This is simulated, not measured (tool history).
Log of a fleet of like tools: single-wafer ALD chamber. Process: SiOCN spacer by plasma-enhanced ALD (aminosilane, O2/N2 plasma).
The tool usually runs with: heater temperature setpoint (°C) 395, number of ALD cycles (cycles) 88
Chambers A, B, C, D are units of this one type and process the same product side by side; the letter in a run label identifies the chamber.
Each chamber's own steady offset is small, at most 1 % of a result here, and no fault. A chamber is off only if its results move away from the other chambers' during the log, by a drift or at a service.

run	day	heater temperature setpoint (°C)	number of ALD cycles (cycles)	hours since the last thermocouple change	read-back reference wafer on the same gauge, thickness_nm	mean film thickness on the monitor wafer (angstrom)
1B	0.333	395	88	1852.5	5.2819	53.036
2D	0.638	395	88	630.5	5.2824	52.864
3C	1.058	395	88	1597.4	5.2830	52.797
4A	1.308	395	88	767.8	5.2816	53.205
5B	1.629	408	77	1883.6	5.2859	44.607
# day 1.767: chamber B: thermocouple changed; heater temperature recalibrated
6C	2.112	408	77	1622.7	5.2864	44.485
7D	2.412	408	77	673.1	5.2860	45.164
8A	2.650	408	77	800.0	5.2882	45.584
9A	2.954	395	88	807.3	5.2879	53.237
10D	3.425	395	88	697.4	5.2889	52.911
11C	3.904	395	88	1665.7	5.2903	52.971
12B	4.429	395	88	63.9	5.2928	53.052
13B	4.721	395	88	70.9	5.2900	53.123
14A	4.967	401	95	855.6	5.2939	57.384
15D	5.250	401	95	741.2	5.2934	57.054
16C	5.750	401	95	1710.0	5.2955	56.245
17D	5.992	401	95	759.0	5.2967	56.989
18A	6.250	395	88	886.4	5.2967	53.526
19B	6.779	395	88	120.3	5.2993	53.113
20C	7.150	395	88	1743.6	5.2994	52.836
21D	7.558	395	88	796.6	5.2997	53.132
22C	7.808	395	88	1759.4	5.3000	52.852
23B	8.192	395	88	154.2	5.3023	53.198
24A	8.671	395	88	944.5	5.3065	53.459
25C	8.929	395	88	1786.3	5.3047	52.830
26D	9.362	395	88	839.9	5.3061	53.153
27B	9.625	395	88	188.6	5.3054	53.337
28A	10.079	390	88	978.3	5.3072	53.497
29C	10.425	390	88	1822.2	5.3081	53.016
30B	10.779	390	88	216.3	5.3087	53.347
31A	11.158	390	88	1004.2	5.3097	53.534

The same settings go to every chamber for the next run, one line per chamber below. Forecast the results for each:
32A	11.554	395	88			?
32B	11.554	395	88			?
32C	11.554	395	88			?
32D	11.554	395	88			?

run	mean film thickness on the monitor wafer (angstrom)
32A	53.575
32B	53.388
32C	52.861
32D	53.248
